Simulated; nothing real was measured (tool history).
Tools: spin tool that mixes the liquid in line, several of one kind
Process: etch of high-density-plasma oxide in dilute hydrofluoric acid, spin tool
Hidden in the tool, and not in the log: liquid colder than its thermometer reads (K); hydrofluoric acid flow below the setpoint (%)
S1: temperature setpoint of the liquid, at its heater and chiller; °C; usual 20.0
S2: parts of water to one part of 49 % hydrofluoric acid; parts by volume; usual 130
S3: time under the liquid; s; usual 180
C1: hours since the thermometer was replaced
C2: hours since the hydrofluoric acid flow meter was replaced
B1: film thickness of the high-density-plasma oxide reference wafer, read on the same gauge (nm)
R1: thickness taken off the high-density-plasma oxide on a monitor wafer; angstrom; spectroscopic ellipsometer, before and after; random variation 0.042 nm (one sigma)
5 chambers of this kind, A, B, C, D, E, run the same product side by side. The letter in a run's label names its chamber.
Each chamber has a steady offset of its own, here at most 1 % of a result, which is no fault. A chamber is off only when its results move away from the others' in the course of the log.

| run | hour | S1 | S2 | S3 | C1 | C2 | B1 | R1 |
|---|---|---|---|---|---|---|---|---|
| 1A | 4.6 | 20.0 | 130 | 180 | 2295.5 | 151.3 | 50.003 | 57.857 |
| 2D | 10.5 | 20.0 | 130 | 180 | 435.5 | 755.5 | 50.000 | 58.292 |
| 3B | 15.2 | 20.0 | 130 | 180 | 469.7 | 26.5 | 49.958 | 58.354 |
| 4C | 20.2 | 20.0 | 130 | 180 | 865.0 | 101.4 | 50.016 | 57.296 |
| 5E | 26.4 | 17.5 | 180 | 180 | 421.9 | 653.0 | 49.984 | 35.603 |
| 6A | 30.8 | 17.5 | 180 | 180 | 2321.7 | 177.5 | 49.957 | 35.931 |
| 7D | 34.9 | 17.5 | 180 | 180 | 459.9 | 779.9 | 49.978 | 36.094 |
| 8B | 40.0 | 17.5 | 180 | 180 | 494.5 | 51.3 | 49.949 | 35.633 |
| 9C | 45.4 | 17.5 | 180 | 180 | 890.2 | 126.6 | 50.017 | 36.001 |
| 10E | 51.8 | 17.0 | 130 | 90 | 447.3 | 678.4 | 50.023 | 26.014 |
| 11A | 57.2 | 17.0 | 130 | 90 | 2348.1 | 203.9 | 50.001 | 25.672 |
| 12E | 62.0 | 17.0 | 130 | 90 | 457.5 | 688.6 | 50.022 | 25.858 |
| 13B | 69.0 | 17.0 | 130 | 90 | 523.5 | 80.3 | 50.006 | 25.599 |
| 14D | 72.7 | 17.0 | 130 | 90 | 497.7 | 817.7 | 49.982 | 25.759 |
| 15C | 79.8 | 20.0 | 130 | 180 | 924.6 | 161.0 | 50.022 | 58.214 |
| 16D | 87.1 | 20.0 | 130 | 180 | 512.1 | 832.1 | 50.037 | 57.464 |
| 17B | 93.1 | 20.0 | 130 | 95 | 547.6 | 104.4 | 49.994 | 30.519 |
| 18C | 99.1 | 20.0 | 130 | 95 | 943.9 | 180.3 | 49.976 | 30.534 |
| 19E | 104.6 | 20.0 | 130 | 95 | 500.1 | 731.2 | 49.966 | 31.006 |
| 20A | 109.6 | 20.0 | 130 | 95 | 2400.5 | 256.3 | 49.993 | 30.932 |
| 21E | 116.9 | 20.0 | 130 | 95 | 512.4 | 743.5 | 49.965 | 30.660 |
| 22D | 120.7 | 20.0 | 130 | 125 | 545.7 | 865.7 | 50.009 | 39.196 |
| 23C | 126.6 | 20.0 | 130 | 125 | 971.4 | 207.8 | 50.038 | 40.120 |
| 24A | 131.0 | 20.0 | 130 | 125 | 2421.9 | 277.7 | 50.027 | 40.299 |
| 25B | 135.8 | 20.0 | 130 | 125 | 590.3 | 147.1 | 50.041 | 40.496 |
| 26B | 143.4 | 20.0 | 130 | 125 | 597.9 | 154.7 | 49.986 | 39.976 |
| 27D | 150.6 | 20.0 | 130 | 180 | 575.6 | 895.6 | 49.992 | 56.364 |
| 28C | 157.4 | 20.0 | 130 | 180 | 1002.2 | 238.6 | 49.943 | 57.124 |
| 29A | 163.3 | 20.0 | 130 | 180 | 2454.2 | 310.0 | 49.949 | 58.478 |
| 30E | 168.8 | 20.0 | 130 | 180 | 564.3 | 795.4 | 50.064 | 57.602 |
|  | 171.8 | chamber B: thermometer replaced |
| 31B | 173.9 | 20.0 | 130 | 180 | 2.2 | 185.2 | 49.997 | 58.330 |
| 32E | 181.5 | 20.0 | 130 | 180 | 577.0 | 808.1 | 49.983 | 57.811 |
| 33A | 189.4 | 20.0 | 130 | 180 | 2480.3 | 336.1 | 49.980 | 57.777 |
| 34C | 196.5 | 20.0 | 130 | 180 | 1041.3 | 277.7 | 50.033 | 57.548 |
| 35D | 203.0 | 20.0 | 130 | 180 | 628.0 | 948.0 | 50.043 | 54.382 |
| 36D | 208.2 | 20.0 | 130 | 180 | 633.2 | 953.2 | 50.000 | 54.467 |
| 37B | 214.8 | 20.0 | 130 | 180 | 43.1 | 226.1 | 50.013 | 58.848 |
| 38A | 218.8 | 20.0 | 130 | 180 | 2509.7 | 365.5 | 50.017 | 58.237 |
| 39E | 226.3 | 20.0 | 130 | 180 | 621.8 | 852.9 | 49.944 | 59.067 |
| 40C | 230.1 | 20.0 | 130 | 180 | 1074.9 | 311.3 | 50.007 | 58.097 |

Next, every chamber runs the same settings. What will each give?
| 41A | 235.7 | 20.0 | 130 | 180 |  |  |  | ? |
| 41B | 235.7 | 20.0 | 130 | 180 |  |  |  | ? |
| 41C | 235.7 | 20.0 | 130 | 180 |  |  |  | ? |
| 41D | 235.7 | 20.0 | 130 | 180 |  |  |  | ? |
| 41E | 235.7 | 20.0 | 130 | 180 |  |  |  | ? |

| run | R1 |
|---|---|
| 41A | 57.601 |
| 41B | 58.410 |
| 41C | 57.471 |
| 41D | 53.963 |
| 41E | 58.686 |
